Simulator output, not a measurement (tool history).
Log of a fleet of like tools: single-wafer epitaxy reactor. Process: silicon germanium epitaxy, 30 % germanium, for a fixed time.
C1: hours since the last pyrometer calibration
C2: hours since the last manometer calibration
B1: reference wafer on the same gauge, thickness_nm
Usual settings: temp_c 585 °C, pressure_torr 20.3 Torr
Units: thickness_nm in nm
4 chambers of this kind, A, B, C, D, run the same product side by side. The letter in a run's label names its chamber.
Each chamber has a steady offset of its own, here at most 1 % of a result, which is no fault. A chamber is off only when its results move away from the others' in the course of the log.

{"run": "1C", "hour": 4.6, "temp_c": 585, "pressure_torr": 20.3, "C1": 2245.9, "C2": 799.6, "B1": 44.398, "thickness_nm": 45.128}
{"run": "2D", "hour": 7.8, "temp_c": 585, "pressure_torr": 20.3, "C1": 730.0, "C2": 117.3, "B1": 44.407, "thickness_nm": 44.615}
{"run": "3A", "hour": 10.4, "temp_c": 585, "pressure_torr": 20.3, "C1": 291.5, "C2": 1177.7, "B1": 44.41, "thickness_nm": 44.565}
{"run": "4B", "hour": 14.1, "temp_c": 585, "pressure_torr": 20.3, "C1": 2673.4, "C2": 1662.0, "B1": 44.403, "thickness_nm": 44.775}
{"run": "5A", "hour": 18.0, "temp_c": 585, "pressure_torr": 20.3, "C1": 299.1, "C2": 1185.3, "B1": 44.395, "thickness_nm": 44.475}
{"run": "6B", "hour": 21.2, "temp_c": 585, "pressure_torr": 20.3, "C1": 2680.5, "C2": 1669.1, "B1": 44.406, "thickness_nm": 44.605}
{"run": "7D", "hour": 24.7, "temp_c": 585, "pressure_torr": 17.1, "C1": 746.9, "C2": 134.2, "B1": 44.408, "thickness_nm": 41.765}
{"run": "8C", "hour": 28.3, "temp_c": 585, "pressure_torr": 17.1, "C1": 2269.6, "C2": 823.3, "B1": 44.407, "thickness_nm": 42.008}
{"run": "9C", "hour": 32.7, "temp_c": 585, "pressure_torr": 17.1, "C1": 2274.0, "C2": 827.7, "B1": 44.401, "thickness_nm": 42.179}
{"run": "10D", "hour": 36.1, "temp_c": 585, "pressure_torr": 17.1, "C1": 758.3, "C2": 145.6, "B1": 44.377, "thickness_nm": 41.71}
{"run": "11A", "hour": 39.2, "temp_c": 585, "pressure_torr": 20.3, "C1": 320.3, "C2": 1206.5, "B1": 44.391, "thickness_nm": 44.678}
{"run": "12B", "hour": 41.5, "temp_c": 585, "pressure_torr": 20.3, "C1": 2700.8, "C2": 1689.4, "B1": 44.402, "thickness_nm": 44.773}
{"run": "13D", "hour": 45.1, "temp_c": 599, "pressure_torr": 16.4, "C1": 767.3, "C2": 154.6, "B1": 44.373, "thickness_nm": 52.886}
{"run": "14B", "hour": 48.8, "temp_c": 599, "pressure_torr": 16.4, "C1": 2708.1, "C2": 1696.7, "B1": 44.395, "thickness_nm": 53.184}
{"run": "15A", "hour": 53.2, "temp_c": 599, "pressure_torr": 16.4, "C1": 334.3, "C2": 1220.5, "B1": 44.381, "thickness_nm": 53.716}
{"run": "16C", "hour": 55.8, "temp_c": 599, "pressure_torr": 16.4, "C1": 2297.1, "C2": 850.8, "B1": 44.387, "thickness_nm": 53.546}
{"run": "17A", "hour": 60.1, "temp_c": 585, "pressure_torr": 20.3, "C1": 341.2, "C2": 1227.4, "B1": 44.412, "thickness_nm": 44.53}
{"run": "18B", "hour": 63.2, "temp_c": 585, "pressure_torr": 20.3, "C1": 2722.5, "C2": 1711.1, "B1": 44.372, "thickness_nm": 44.556}
{"hour": 66.3, "done": "chamber B: pyrometer calibrated"}
{"run": "19D", "hour": 66.4, "temp_c": 585, "pressure_torr": 24.4, "C1": 788.6, "C2": 175.9, "B1": 44.39, "thickness_nm": 48.116}
{"run": "20C", "hour": 68.5, "temp_c": 585, "pressure_torr": 24.4, "C1": 2309.8, "C2": 863.5, "B1": 44.409, "thickness_nm": 48.445}
{"run": "21A", "hour": 72.5, "temp_c": 585, "pressure_torr": 24.4, "C1": 353.6, "C2": 1239.8, "B1": 44.416, "thickness_nm": 47.956}
{"run": "22D", "hour": 76.9, "temp_c": 585, "pressure_torr": 24.4, "C1": 799.1, "C2": 186.4, "B1": 44.371, "thickness_nm": 48.314}
{"run": "23C", "hour": 80.6, "temp_c": 585, "pressure_torr": 20.3, "C1": 2321.9, "C2": 875.6, "B1": 44.403, "thickness_nm": 44.96}
{"run": "24B", "hour": 84.7, "temp_c": 573, "pressure_torr": 18.7, "C1": 18.4, "C2": 1732.6, "B1": 44.377, "thickness_nm": 34.25}
{"run": "25C", "hour": 87.9, "temp_c": 573, "pressure_torr": 18.7, "C1": 2329.2, "C2": 882.9, "B1": 44.397, "thickness_nm": 34.689}
{"run": "26A", "hour": 92.4, "temp_c": 573, "pressure_torr": 18.7, "C1": 373.5, "C2": 1259.7, "B1": 44.387, "thickness_nm": 34.149}
{"run": "27D", "hour": 94.7, "temp_c": 573, "pressure_torr": 18.7, "C1": 816.9, "C2": 204.2, "B1": 44.403, "thickness_nm": 34.44}
{"run": "28B", "hour": 99.0, "temp_c": 585, "pressure_torr": 20.3, "C1": 32.7, "C2": 1746.9, "B1": 44.401, "thickness_nm": 44.726}
{"run": "29C", "hour": 102.5, "temp_c": 585, "pressure_torr": 20.3, "C1": 2343.8, "C2": 897.5, "B1": 44.395, "thickness_nm": 44.984}
{"run": "30B", "hour": 106.3, "temp_c": 585, "pressure_torr": 20.3, "C1": 40.0, "C2": 1754.2, "B1": 44.405, "thickness_nm": 44.583}
{"run": "31A", "hour": 109.1, "temp_c": 585, "pressure_torr": 20.3, "C1": 390.2, "C2": 1276.4, "B1": 44.402, "thickness_nm": 44.514}
{"run": "32D", "hour": 112.6, "temp_c": 585, "pressure_torr": 20.3, "C1": 834.8, "C2": 222.1, "B1": 44.389, "thickness_nm": 44.765}
{"run": "33D", "hour": 116.0, "temp_c": 585, "pressure_torr": 20.3, "C1": 838.2, "C2": 225.5, "B1": 44.41, "thickness_nm": 44.829}
{"run": "34C", "hour": 119.5, "temp_c": 585, "pressure_torr": 20.3, "C1": 2360.8, "C2": 914.5, "B1": 44.396, "thickness_nm": 45.022}
{"run": "35A", "hour": 123.0, "temp_c": 585, "pressure_torr": 20.3, "C1": 404.1, "C2": 1290.3, "B1": 44.381, "thickness_nm": 44.652}
{"run": "36B", "hour": 125.3, "temp_c": 585, "pressure_torr": 20.3, "C1": 59.0, "C2": 1773.2, "B1": 44.393, "thickness_nm": 44.656}
{"run": "37C", "hour": 130.1, "temp_c": 585, "pressure_torr": 20.3, "C1": 2371.4, "C2": 925.1, "B1": 44.4, "thickness_nm": 45.14}
{"run": "38D", "hour": 132.2, "temp_c": 585, "pressure_torr": 20.3, "C1": 854.4, "C2": 241.7, "B1": 44.37, "thickness_nm": 44.702}
{"run": "39A", "hour": 135.7, "temp_c": 573, "pressure_torr": 22.7, "C1": 416.8, "C2": 1303.0, "B1": 44.398, "thickness_nm": 36.87}
{"run": "40B", "hour": 139.5, "temp_c": 573, "pressure_torr": 22.7, "C1": 73.2, "C2": 1787.4, "B1": 44.401, "thickness_nm": 37.122}
{"run": "41D", "hour": 141.8, "temp_c": 573, "pressure_torr": 22.7, "C1": 864.0, "C2": 251.3, "B1": 44.411, "thickness_nm": 37.248}

What goes on in this fleet: one chamber off, a drifting gauge, or nothing beyond the chambers' own small offsets? Name the chamber and the cause, if any.

No chamber stands off beyond its own small offset, and the gauge holds steady.
